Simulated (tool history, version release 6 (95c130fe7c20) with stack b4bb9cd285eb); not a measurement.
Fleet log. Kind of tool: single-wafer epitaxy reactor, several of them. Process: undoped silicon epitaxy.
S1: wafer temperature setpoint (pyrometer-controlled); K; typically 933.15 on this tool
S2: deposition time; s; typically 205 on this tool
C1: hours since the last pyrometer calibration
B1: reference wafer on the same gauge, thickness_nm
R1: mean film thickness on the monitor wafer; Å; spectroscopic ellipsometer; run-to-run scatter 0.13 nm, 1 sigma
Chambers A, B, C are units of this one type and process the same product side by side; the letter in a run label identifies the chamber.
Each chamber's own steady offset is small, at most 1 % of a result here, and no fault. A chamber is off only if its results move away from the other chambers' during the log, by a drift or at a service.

run	hour	S1	S2	C1	B1	R1
# hour 2.5: chamber B: pyrometer calibrated
1C	5.2	933.15	205	56.7	46.045	423.11
2A	12.0	933.15	205	299.8	46.008	427.15
3B	21.6	933.15	205	19.1	45.981	426.59
4B	29.8	933.15	205	27.3	45.998	427.66
5C	36.8	942.15	238	88.3	46.006	598.79
6A	45.4	942.15	238	333.2	46.015	599.74
7B	51.4	942.15	238	48.9	46.017	600.14
8A	60.5	933.15	205	348.3	46.011	428.02
9C	67.0	919.15	185	118.5	45.978	283.29
10A	77.3	919.15	185	365.1	45.981	286.45
11B	86.2	919.15	185	83.7	45.989	283.93
12C	96.6	933.15	178	148.1	45.947	368.27
13B	106.0	933.15	178	103.5	46.040	369.64
14C	115.7	933.15	178	167.2	46.041	370.86
15A	125.8	933.15	205	413.6	46.054	426.80
16B	131.1	933.15	205	128.6	46.024	426.66
17A	138.7	933.15	205	426.5	45.992	427.91
18C	148.4	933.15	205	199.9	46.000	424.08
19B	156.1	933.15	205	153.6	45.968	427.17
20A	165.6	933.15	205	453.4	45.975	428.21
21C	175.0	933.15	205	226.5	45.983	424.12
22B	183.5	933.15	205	181.0	45.965	426.84
23A	192.3	933.15	205	480.1	46.017	427.74
24C	199.8	933.15	205	251.3	45.991	424.82
25C	208.7	933.15	205	260.2	45.980	424.39
26B	215.1	933.15	205	212.6	45.988	426.24
27A	219.8	933.15	205	507.6	45.969	426.36
28B	228.4	933.15	205	225.9	46.017	428.70
29A	238.3	933.15	205	526.1	45.987	427.70
30C	246.8	933.15	205	298.3	45.987	427.04
31B	255.9	933.15	205	253.4	45.963	424.73
32A	261.2	933.15	205	549.0	46.023	428.51
33C	271.0	933.15	205	322.5	46.033	424.16
34C	277.9	933.15	205	329.4	46.010	424.92
35A	287.9	933.15	205	575.7	46.006	428.44
36B	293.8	926.15	205	291.3	45.997	366.65
37B	302.5	926.15	205	300.0	46.014	366.35
38A	311.3	926.15	205	599.1	45.967	368.75
39C	319.3	933.15	205	370.8	46.034	423.66
40C	329.0	933.15	205	380.5	45.997	425.89
41B	337.6	933.15	205	335.1	46.009	428.36
42A	343.1	933.15	205	630.9	46.002	424.93
43C	351.9	933.15	205	403.4	46.005	423.38

For the next run the whole fleet of 3 chambers uses the same settings. Give each chamber's results:
44A	359.3	933.15	205			?
44B	359.3	933.15	205			?
44C	359.3	933.15	205			?

run	R1
44A	427.06
44B	428.27
44C	424.09
